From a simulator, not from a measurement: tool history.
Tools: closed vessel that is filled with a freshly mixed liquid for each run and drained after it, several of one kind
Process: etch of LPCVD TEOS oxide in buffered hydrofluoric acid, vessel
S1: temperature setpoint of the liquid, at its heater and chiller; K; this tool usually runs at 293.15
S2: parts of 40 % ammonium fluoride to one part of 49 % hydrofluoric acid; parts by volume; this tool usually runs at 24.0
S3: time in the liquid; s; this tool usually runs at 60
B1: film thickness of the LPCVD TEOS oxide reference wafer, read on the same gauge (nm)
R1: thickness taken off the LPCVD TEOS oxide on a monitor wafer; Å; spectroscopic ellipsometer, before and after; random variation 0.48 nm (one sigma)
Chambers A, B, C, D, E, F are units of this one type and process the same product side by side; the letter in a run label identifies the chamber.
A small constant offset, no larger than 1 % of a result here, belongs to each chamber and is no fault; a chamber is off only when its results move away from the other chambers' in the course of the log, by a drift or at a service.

run,hour,S1,S2,S3,B1,R1
1F,3.2,293.15,24.0,60,110.01,917.39
2E,9.7,293.15,24.0,60,110.00,911.19
3A,15.4,293.15,24.0,60,110.03,917.82
4B,21.5,293.15,24.0,60,110.02,904.75
5C,25.7,293.15,24.0,60,110.00,910.01
6D,31.6,293.15,24.0,60,110.01,910.55
7F,37.2,290.15,20.5,60,109.99,857.95
8D,41.1,290.15,20.5,60,110.01,855.66
9C,45.3,290.15,20.5,60,110.00,858.47
10B,50.1,290.15,20.5,60,109.99,850.62
11E,53.7,290.15,20.5,60,109.98,859.54
12A,57.6,290.15,20.5,60,110.01,866.01
13E,62.8,293.15,24.0,60,109.98,912.56
14F,69.5,290.15,15.5,60,109.99,1133.30
15B,72.8,290.15,15.5,60,110.00,1122.00
16C,79.3,290.15,15.5,60,110.03,1121.10
17D,84.0,290.15,15.5,60,110.00,1109.70
18A,89.2,290.15,15.5,60,109.98,1164.20
19C,93.2,290.15,15.5,60,110.02,1133.30
20A,97.5,293.15,24.0,60,110.02,931.88
21B,100.9,293.15,24.0,60,110.00,900.08
22F,104.7,293.15,24.0,60,110.00,915.80
23D,111.0,293.15,24.0,60,110.01,910.60
24E,116.4,293.15,24.0,60,109.99,905.95
25E,121.5,296.65,24.0,60,109.99,1111.50
26B,125.2,296.65,24.0,60,110.02,1091.00
27C,128.8,296.65,24.0,60,109.99,1092.20
28A,132.0,296.65,24.0,60,109.98,1143.50
29D,138.4,296.65,24.0,60,110.00,1093.20
# hour 138.8: chamber A: thermometer replaced
30F,143.0,296.65,24.0,60,109.98,1109.70
31B,148.6,293.15,24.0,60,109.98,903.87
32E,153.1,293.15,24.0,60,109.97,920.54
33C,158.5,293.15,24.0,60,110.00,913.89
34D,163.7,293.15,24.0,60,109.99,917.78
35F,169.4,293.15,24.0,60,109.98,923.85
36A,172.8,293.15,24.0,60,110.00,964.47
37C,179.5,293.15,24.0,60,109.99,914.93

Read the log: is a single chamber off, either drifting away or since a service, is the gauge that measures every chamber drifting, or is nothing wrong beyond small per-chamber offsets? Name any odd chamber and what most likely caused it.

It is chamber A that slowly wanders off from its peers.
What lies behind it: hydrofluoric acid flow above the setpoint (%) = 8.7.

Chamber A could run next with any of the 4 candidate recipes listed below; each alters the usual settings, and their results appear as question marks. Which one brings its results back in line with what the other chambers deliver on the usual settings?
Counts as in line when no further than this from what the other chambers average on the usual settings: R1 17.00 Å
38A-1,184.3,292.65,25.0,60,,?
38A-2,184.3,293.15,22.0,60,,?
38A-3,184.3,292.15,25.5,60,,?
38A-4,184.3,293.15,23.5,65,,?

The mean the other chambers reach with the usual settings: R1 910.68 Å
run,R1
38A-1,911.37
38A-2,1024.60
38A-3,874.34
38A-4,1060.20
With 38A-1, the chamber falls back in line with the rest.
